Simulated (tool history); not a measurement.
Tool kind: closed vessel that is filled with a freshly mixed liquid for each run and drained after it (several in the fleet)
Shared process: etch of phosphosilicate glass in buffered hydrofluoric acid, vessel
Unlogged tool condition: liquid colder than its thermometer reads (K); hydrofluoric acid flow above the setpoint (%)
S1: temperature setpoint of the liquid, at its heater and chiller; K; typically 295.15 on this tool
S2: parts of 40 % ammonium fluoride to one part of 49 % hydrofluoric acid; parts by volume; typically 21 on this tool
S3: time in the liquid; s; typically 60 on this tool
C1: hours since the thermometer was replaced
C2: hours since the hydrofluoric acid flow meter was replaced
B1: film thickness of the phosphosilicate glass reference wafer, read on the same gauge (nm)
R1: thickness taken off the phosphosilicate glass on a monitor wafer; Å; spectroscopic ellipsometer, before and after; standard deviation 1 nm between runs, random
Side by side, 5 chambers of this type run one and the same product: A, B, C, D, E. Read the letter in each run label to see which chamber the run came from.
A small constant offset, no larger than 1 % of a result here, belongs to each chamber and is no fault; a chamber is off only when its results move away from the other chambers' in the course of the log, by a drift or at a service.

run	hour	S1	S2	S3	C1	C2	B1	R1
1C	12.3	295.15	21	60	747.2	703.1	130.02	1951
2A	24.4	295.15	21	60	112.6	1417.9	130.01	1942.7
# hour 25.1: chamber E: thermometer replaced
3B	40	295.15	21	60	1049.5	762.3	130.04	1985.9
4E	50.8	295.15	21	60	25.8	423.6	130.01	1975.3
5D	58.3	295.15	21	60	518.3	807.1	129.99	1967.7
6C	70.3	295.15	21	60	805.2	761.1	129.97	1960.1
7E	83.6	295.15	21	60	58.6	456.4	129.98	1965.6
8A	95.7	295.15	21	30	183.9	1489.2	129.96	964.3
9D	103.5	295.15	21	30	563.5	852.3	129.98	977.89
10B	115.4	295.15	21	30	1124.9	837.7	130	998.01
# hour 120.4: chamber B: hydrofluoric acid flow meter replaced
11E	131.2	295.15	21	30	106.2	504	129.98	988.94
12A	140.5	295.15	21	30	228.7	1534	130	974.98
13D	149.9	295.15	21	60	609.9	898.7	129.96	1938
14B	158.9	295.15	21	60	1168.4	38.6	130.04	1983.1
15C	169.8	295.15	21	60	904.7	860.6	130	1903.4
16E	180.3	295.15	21	60	155.3	553.1	130.02	1963.1
17B	196	295.15	21	60	1205.5	75.7	130.07	1984.2
18C	209.3	295.15	21	60	944.2	900.1	130.02	1900
19A	222.5	295.15	21	60	310.7	1616	130	1951.7
20D	231.5	295.15	21	60	691.5	980.3	129.99	1937.8
21A	247.3	295.15	21	60	335.5	1640.8	129.99	1946.1
22D	257.1	295.15	21	60	717.1	1005.9	129.98	1938.4
23E	272	295.15	21	60	247	644.8	130	1972.1
24C	280.5	295.15	21	60	1015.4	971.3	130.02	1900.6
25B	291.6	295.15	21	60	1301.1	171.3	129.95	1972.4
26B	304.5	295.15	21	60	1314	184.2	129.98	1965.8
# hour 310.4: chamber D: thermometer replaced
27D	313.6	295.15	21	75	3.3	1062.4	130.03	2436.3
28A	322.9	295.15	21	75	411.1	1716.4	129.95	2454
29C	339	295.15	21	75	1073.9	1029.8	130.01	2370.1
30E	347.4	295.15	21	75	322.4	720.2	130.03	2477.3
31B	354.9	295.15	21	75	1364.4	234.6	129.99	2457.9
32A	369.8	295.15	21	60	458	1763.3	129.95	1933
33D	384.3	295.15	21	60	74	1133.1	130	1949.3
34E	396.5	295.15	21	60	371.5	769.3	130	1970.7
35C	410.4	295.15	21	60	1145.3	1101.2	129.99	1853.9
36C	420.2	295.15	21	60	1155.1	1111	129.97	1868.9
37D	429.5	295.15	27.5	85	119.2	1178.3	130.01	2320
38B	440.6	295.15	27.5	85	1450.1	320.3	129.98	2352
39E	455.2	295.15	27.5	85	430.2	828	130.02	2325.6
40A	470.9	295.15	27.5	85	559.1	1864.4	130.01	2311.5

The same settings go to every chamber for the next run, one line per chamber below. Forecast the results for each:
41A	482.5	298.15	21	60				?
41B	482.5	298.15	21	60				?
41C	482.5	298.15	21	60				?
41D	482.5	298.15	21	60				?
41E	482.5	298.15	21	60				?

run	R1
41A	2300.2
41B	2345.4
41C	2195.4
41D	2289.7
41E	2324

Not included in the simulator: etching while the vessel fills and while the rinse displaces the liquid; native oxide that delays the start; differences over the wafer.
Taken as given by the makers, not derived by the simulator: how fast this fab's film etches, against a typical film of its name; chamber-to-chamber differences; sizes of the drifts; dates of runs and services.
